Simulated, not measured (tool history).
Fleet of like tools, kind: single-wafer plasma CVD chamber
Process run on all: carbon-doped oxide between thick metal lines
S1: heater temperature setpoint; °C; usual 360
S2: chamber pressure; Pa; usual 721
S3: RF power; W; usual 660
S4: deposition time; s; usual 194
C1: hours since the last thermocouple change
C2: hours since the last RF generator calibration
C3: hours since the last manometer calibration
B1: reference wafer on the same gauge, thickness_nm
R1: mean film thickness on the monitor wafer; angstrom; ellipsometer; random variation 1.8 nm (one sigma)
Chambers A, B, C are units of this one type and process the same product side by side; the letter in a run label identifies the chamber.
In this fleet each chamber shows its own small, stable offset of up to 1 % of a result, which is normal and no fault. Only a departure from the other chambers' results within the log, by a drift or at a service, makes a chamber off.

run	hour	S1	S2	S3	S4	C1	C2	C3	B1	R1
1A	15.4	360	721	660	194	2034.8	396.3	307.6	1189.8	11384.0
2B	27.6	360	721	660	194	256.0	212.2	562.4	1189.3	11388.0
3C	39.0	360	721	660	194	1421.0	162.9	646.9	1189.3	11477.0
4C	52.8	360	721	660	194	1434.8	176.7	660.7	1189.4	11515.0
5B	64.2	372	721	660	159	292.6	248.8	599.0	1189.2	9074.4
6A	80.1	372	721	660	159	2099.5	461.0	372.3	1189.1	9106.8
7A	90.8	372	721	660	159	2110.2	471.7	383.0	1188.4	9122.0
# hour 94.9: chamber A: thermocouple changed; heater temperature recalibrated
8C	102.1	360	721	660	194	1484.1	226.0	710.0	1188.6	11495.0
9B	110.1	360	721	660	194	338.5	294.7	644.9	1188.3	11319.0
10A	119.2	360	721	660	194	24.3	500.1	411.4	1188.3	11391.0
11B	132.3	360	597	660	194	360.7	316.9	667.1	1187.8	11040.0
12C	143.3	360	597	660	194	1525.3	267.2	751.2	1187.8	11176.0
13A	156.0	360	597	660	194	61.1	536.9	448.2	1187.5	11058.0
14B	163.5	360	721	660	194	391.9	348.1	698.3	1187.8	11353.0
15C	178.9	360	721	660	194	1560.9	302.8	786.8	1187.3	11493.0
16C	190.1	360	721	660	194	1572.1	314.0	798.0	1186.8	11523.0
17A	200.8	360	721	660	194	105.9	581.7	493.0	1186.7	11361.0
18B	209.7	360	721	660	194	438.1	394.3	744.5	1186.9	11350.0
19B	222.8	360	807	775	194	451.2	407.4	757.6	1186.3	12636.0
20C	235.4	360	807	775	194	1617.4	359.3	843.3	1186.1	12773.0
21A	251.5	360	807	775	194	156.6	632.4	543.7	1186.0	12622.0
22A	266.3	360	721	660	194	171.4	647.2	558.5	1185.9	11369.0
23C	273.5	360	721	660	194	1655.5	397.4	881.4	1186.0	11459.0
24B	281.3	360	721	660	194	509.7	465.9	816.1	1185.4	11323.0
25C	296.7	360	721	660	194	1678.7	420.6	904.6	1185.4	11471.0
26A	309.1	360	721	660	194	214.2	690.0	601.3	1185.2	11364.0
27B	316.6	360	721	660	194	545.0	501.2	851.4	1185.2	11321.0
28B	327.8	360	721	780	194	556.2	512.4	862.6	1184.5	12477.0
29C	338.5	360	721	780	194	1720.5	462.4	946.4	1184.6	12607.0
30A	345.5	360	721	780	194	250.6	726.4	637.7	1184.6	12497.0
# hour 357.8: chamber C: capacitance manometer re-zeroed and calibrated
31B	359.9	360	721	660	194	588.3	544.5	894.7	1183.9	11335.0
32A	371.4	360	721	660	194	276.5	752.3	663.6	1184.1	11338.0
33C	383.1	360	721	660	194	1765.1	507.0	25.3	1183.7	11456.0
34B	392.3	360	721	660	194	620.7	576.9	927.1	1183.9	11304.0
35A	402.9	360	721	660	194	308.0	783.8	695.1	1183.7	11335.0
36C	418.8	360	721	660	194	1800.8	542.7	61.0	1182.9	11450.0
37C	432.5	360	721	780	158	1814.5	556.4	74.7	1182.9	10279.0
38B	442.2	360	721	780	158	670.6	626.8	977.0	1182.2	10114.0
39A	449.7	360	721	780	158	354.8	830.6	741.9	1182.8	10168.0
40C	459.8	360	721	660	194	1841.8	583.7	102.0	1182.5	11435.0

Is one chamber off against the others, does the gauge drift, or is nothing wrong? If a chamber is off, say which, and what the likeliest cause is.

No chamber is off; the gauge reading every chamber's wafers drifts, which makes the whole fleet appear to move together.
Likeliest cause: gauge reads low (%) = 0.638.
